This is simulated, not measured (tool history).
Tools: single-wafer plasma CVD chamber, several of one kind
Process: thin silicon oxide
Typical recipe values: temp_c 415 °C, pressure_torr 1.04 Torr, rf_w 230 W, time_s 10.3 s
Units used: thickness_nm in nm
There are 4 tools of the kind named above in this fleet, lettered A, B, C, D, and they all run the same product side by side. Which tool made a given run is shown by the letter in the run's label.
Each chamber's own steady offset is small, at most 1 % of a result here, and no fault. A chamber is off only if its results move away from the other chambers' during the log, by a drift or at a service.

run,day,temp_c,pressure_torr,rf_w,time_s,"read-back reference wafer on the same gauge, thickness_nm",thickness_nm
1D,0.254,415,1.04,230,10.3,18.604,20.514
2A,0.525,415,1.04,230,10.3,18.600,20.412
3C,0.671,415,1.04,230,10.3,18.612,20.624
4B,0.871,415,1.04,230,10.3,18.607,20.768
5C,1.112,415,1.04,230,10.3,18.614,20.652
6B,1.329,415,1.04,230,10.3,18.618,20.765
7D,1.529,415,1.04,230,10.3,18.629,20.538
8A,1.725,415,1.04,230,10.3,18.624,20.457
9D,1.925,415,1.04,230,10.3,18.629,20.511
10B,2.129,415,1.04,230,10.3,18.621,20.818
11A,2.412,415,1.04,230,10.3,18.632,20.492
12C,2.683,415,1.04,230,10.3,18.635,20.663
13C,2.958,415,1.04,230,10.3,18.637,20.719
14B,3.217,415,1.04,230,10.3,18.647,20.849
15D,3.450,415,1.04,230,10.3,18.653,20.566
16A,3.579,415,1.04,230,10.3,18.648,20.534
17A,3.821,415,1.04,230,10.3,18.652,20.468
18D,4.033,415,1.04,230,10.3,18.652,20.599
19C,4.271,415,1.04,230,10.3,18.653,20.682
20B,4.458,415,1.04,230,10.3,18.655,20.776
21A,4.642,415,1.04,260,10.3,18.652,21.677
22D,4.912,415,1.04,260,10.3,18.654,21.798
23B,5.158,415,1.04,260,10.3,18.665,22.009
24C,5.308,415,1.04,260,10.3,18.667,21.947
25D,5.512,415,1.04,230,10.3,18.673,20.622
26C,5.750,415,1.04,230,10.3,18.669,20.733
27B,5.912,415,1.04,230,10.3,18.676,20.838
28A,6.046,425,1.04,230,11.5,18.677,22.756
29C,6.242,425,1.04,230,11.5,18.694,22.993
30D,6.458,425,1.04,230,11.5,18.685,22.840
31A,6.592,425,1.04,230,11.5,18.684,22.745
32B,6.850,415,1.04,230,10.3,18.694,20.947
33D,7.112,415,1.04,230,10.3,18.688,20.706
34B,7.333,415,1.04,230,10.3,18.696,20.980
35C,7.550,415,1.04,230,11.3,18.705,22.790
36A,7.842,415,1.04,230,11.3,18.703,22.578
37C,8.050,415,1.04,230,11.3,18.708,22.715
38A,8.275,415,1.04,230,11.3,18.704,22.546
39B,8.417,415,1.04,230,10.3,18.716,20.904
40D,8.633,415,1.04,230,10.3,18.720,20.707
41C,8.892,415,1.04,230,10.3,18.710,20.812
42D,9.042,415,1.04,230,10.3,18.712,20.700
43A,9.271,415,1.04,250,11.1,18.722,23.058
44B,9.562,415,1.04,250,11.1,18.724,23.450

Is one chamber off against the others, does the gauge drift, or is nothing wrong? If a chamber is off, say which, and what the likeliest cause is.

No chamber is off; the gauge reading every chamber's wafers drifts, which makes the whole fleet appear to move together.
Most likely cause: gauge reads high (%) = 0.703.
